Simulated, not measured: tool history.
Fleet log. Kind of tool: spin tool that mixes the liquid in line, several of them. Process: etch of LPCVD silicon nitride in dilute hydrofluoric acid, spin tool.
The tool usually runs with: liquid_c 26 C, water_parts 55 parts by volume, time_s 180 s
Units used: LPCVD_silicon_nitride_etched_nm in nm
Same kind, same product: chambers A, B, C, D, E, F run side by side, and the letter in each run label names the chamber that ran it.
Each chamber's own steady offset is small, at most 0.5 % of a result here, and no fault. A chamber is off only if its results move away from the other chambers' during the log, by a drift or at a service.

run	hour	liquid_c	water_parts	time_s	hours since the thermometer was replaced	hours since the hydrofluoric acid flow meter was replaced	read-back film thickness of the LPCVD silicon nitride reference wafer, read on the same gauge (nm)	LPCVD_silicon_nitride_etched_nm
1E	9.1	26	55	180	71	1938.9	30.017	1.5725
2D	23	26	55	180	1147.6	421	29.963	1.4824
3A	38.2	26	55	180	597	54.9	30.02	1.5414
4C	45.6	26	55	180	1798.3	763.8	29.999	1.5267
5B	56.5	29.5	55	180	206.1	754.4	30.043	1.9824
6F	70.9	29.5	55	180	704.6	1679.6	29.992	1.9379
7B	81.1	29.5	55	180	230.7	779	29.972	1.9383
8C	87.9	29.5	55	180	1840.6	806.1	30.007	1.8946
9F	102.2	29.5	55	180	735.9	1710.9	30.003	1.9121
10D	117.3	29.5	55	180	1241.9	515.3	29.979	1.9424
11A	126.9	26	55	180	685.7	143.6	29.989	1.5181
12E	142.4	26	55	180	204.3	2072.2	29.974	1.5109
13E	151.4	26	55	180	213.3	2081.2	30.018	1.5504
14A	164.3	26	55	180	723.1	181	30.027	1.5801
15B	171.1	26	55	180	320.7	869	30.008	1.5028
16C	180.2	26	55	180	1932.9	898.4	30.005	1.5551
17F	191.9	26	55	180	825.6	1800.6	30.001	1.5033
18D	205.6	26	55	180	1330.2	603.6	29.967	1.539
19A	220.1	26	55	180	778.9	236.8	30.009	1.5897
20C	234.2	26	55	180	1986.9	952.4	29.995	1.5084
21F	247.2	26	55	180	880.9	1855.9	29.983	1.4291
22D	258.4	26	55	180	1383	656.4	29.995	1.5523
23B	273.5	26	55	180	423.1	971.4	29.992	1.5246
24E	285.1	26	55	180	347	2214.9	29.965	1.5462
25F	292.1	26	55	180	925.8	1900.8	29.958	1.3949
26D	302.7	26	55	180	1427.3	700.7	30.005	1.5305
27B	311.4	26	55	180	461	1009.3	29.999	1.5149
28E	320.6	26	55	180	382.5	2250.4	30.001	1.542
29A	336.2	26	55	180	895	352.9	30.003	1.539
30C	345	26	55	180	2097.7	1063.2	29.983	1.4634
# hour 348.8: chamber E: hydrofluoric acid flow meter replaced
31F	355.4	26	55	180	989.1	1964.1	29.972	1.4088
32A	362.7	26	55	180	921.5	379.4	29.994	1.5427
33D	377.7	21.5	55	90	1502.3	775.7	29.991	0.56612
34B	387.8	21.5	55	90	537.4	1085.7	30.027	0.59524
35E	402.2	21.5	55	90	464.1	53.5	30.029	0.57118
36C	409.8	21.5	55	90	2162.5	1128	29.998	0.56609
37B	422.7	21.5	55	90	572.3	1120.6	29.993	0.57865
38F	438.1	21.5	55	90	1071.8	2046.8	30.039	0.48395
39E	451.3	26	55	180	513.2	102.6	29.995	1.505
40D	460.8	26	40	180	1585.4	858.8	30.02	2.0793

Predict what each chamber gives when all 6 of them run the settings below next.
41A	472	28	55	180				?
41B	472	28	55	180				?
41C	472	28	55	180				?
41D	472	28	55	180				?
41E	472	28	55	180				?
41F	472	28	55	180				?

run	LPCVD_silicon_nitride_etched_nm
41A	1.7852
41B	1.7632
41C	1.7652
41D	1.7541
41E	1.7526
41F	1.5031
